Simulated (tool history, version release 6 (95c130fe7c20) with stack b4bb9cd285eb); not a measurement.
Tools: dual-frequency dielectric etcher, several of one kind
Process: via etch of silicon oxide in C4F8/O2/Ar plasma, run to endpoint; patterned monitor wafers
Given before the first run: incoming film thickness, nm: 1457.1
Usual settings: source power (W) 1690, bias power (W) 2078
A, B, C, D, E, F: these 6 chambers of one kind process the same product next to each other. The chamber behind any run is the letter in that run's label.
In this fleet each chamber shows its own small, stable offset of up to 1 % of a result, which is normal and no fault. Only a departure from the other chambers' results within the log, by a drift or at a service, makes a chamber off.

Run 1E, hour 5.7: usual settings. Result: endpoint time (s) 300.
Run 2D, hour 9.4: usual settings. Result: endpoint time (s) 308.43.
At hour 12.5: chamber F: wet clean of the chamber.
Run 3C, hour 13.2: usual settings. Result: endpoint time (s) 298.83.
Run 4B, hour 18.9: usual settings. Result: endpoint time (s) 305.33.
Run 5F, hour 25.8: usual settings. Result: endpoint time (s) 304.63.
Run 6A, hour 31.6: usual settings. Result: endpoint time (s) 305.73.
Run 7E, hour 35.2: usual settings. Result: endpoint time (s) 306.5.
Run 8B, hour 38.6: usual settings. Result: endpoint time (s) 304.35.
Run 9F, hour 45.2: usual settings. Result: endpoint time (s) 302.39.
Run 10C, hour 49.8: usual settings. Result: endpoint time (s) 302.21.
Run 11D, hour 55.3: usual settings. Result: endpoint time (s) 310.56.
Run 12A, hour 60.4: usual settings but source power (W) 2060, bias power (W) 1762. Result: endpoint time (s) 296.66.
Run 13A, hour 65.5: usual settings but source power (W) 2060, bias power (W) 1762. Result: endpoint time (s) 296.88.
Run 14C, hour 71.5: usual settings but source power (W) 2060, bias power (W) 1762. Result: endpoint time (s) 297.35.
Run 15B, hour 76.8: usual settings but source power (W) 2060, bias power (W) 1762. Result: endpoint time (s) 300.07.
Run 16F, hour 82: usual settings but source power (W) 2060, bias power (W) 1762. Result: endpoint time (s) 295.71.
Run 17E, hour 85.4: usual settings but source power (W) 2060, bias power (W) 1762. Result: endpoint time (s) 295.65.
Run 18D, hour 88.9: usual settings. Result: endpoint time (s) 308.7.
Run 19B, hour 93.2: usual settings. Result: endpoint time (s) 306.49.
Run 20F, hour 96.5: usual settings. Result: endpoint time (s) 304.12.
At hour 98.8: chamber A: wet clean of the chamber.
Run 21C, hour 102.5: usual settings. Result: endpoint time (s) 302.62.
Run 22E, hour 109.5: usual settings. Result: endpoint time (s) 302.01.
Run 23D, hour 115.9: usual settings. Result: endpoint time (s) 306.25.
Run 24A, hour 119.9: usual settings. Result: endpoint time (s) 292.45.
Run 25B, hour 124: usual settings. Result: endpoint time (s) 305.95.
Run 26A, hour 130.4: usual settings. Result: endpoint time (s) 291.46.
Run 27C, hour 134.4: usual settings. Result: endpoint time (s) 299.74.
Run 28D, hour 139: usual settings. Result: endpoint time (s) 307.55.
Run 29F, hour 143.4: usual settings. Result: endpoint time (s) 301.67.
Run 30E, hour 148.4: usual settings but source power (W) 2000. Result: endpoint time (s) 282.35.
Run 31A, hour 154: usual settings but source power (W) 2000. Result: endpoint time (s) 277.02.
Run 32E, hour 160.8: usual settings but source power (W) 2000. Result: endpoint time (s) 288.91.
Run 33C, hour 164.5: usual settings but source power (W) 2000. Result: endpoint time (s) 282.6.
Run 34D, hour 170.9: usual settings but source power (W) 2000. Result: endpoint time (s) 290.7.
Run 35F, hour 176.9: usual settings but source power (W) 2000. Result: endpoint time (s) 283.07.
Run 36B, hour 181.9: usual settings. Result: endpoint time (s) 309.83.
Run 37E, hour 185.9: usual settings. Result: endpoint time (s) 300.69.
Run 38A, hour 192.4: usual settings. Result: endpoint time (s) 293.81.
Run 39B, hour 198.6: usual settings. Result: endpoint time (s) 308.48.
Run 40D, hour 202.9: usual settings. Result: endpoint time (s) 303.7.
Run 41F, hour 209.6: usual settings. Result: endpoint time (s) 303.47.
Run 42C, hour 214.4: usual settings. Result: endpoint time (s) 305.21.
Run 43A, hour 219.1: usual settings. Result: endpoint time (s) 298.88.

All chambers now run identical settings, listed one chamber a line with results as question marks. What results will each chamber show?
Run 44A, hour 224.4: usual settings but bias power (W) 1843. Result: endpoint time (s) ?.
Run 44B, hour 224.4: usual settings but bias power (W) 1843. Result: endpoint time (s) ?.
Run 44C, hour 224.4: usual settings but bias power (W) 1843. Result: endpoint time (s) ?.
Run 44D, hour 224.4: usual settings but bias power (W) 1843. Result: endpoint time (s) ?.
Run 44E, hour 224.4: usual settings but bias power (W) 1843. Result: endpoint time (s) ?.
Run 44F, hour 224.4: usual settings but bias power (W) 1843. Result: endpoint time (s) ?.

run  endpoint time (s)
44A             306.27
44B             311.94
44C             314.01
44D             319.15
44E             318.14
44F             314.54
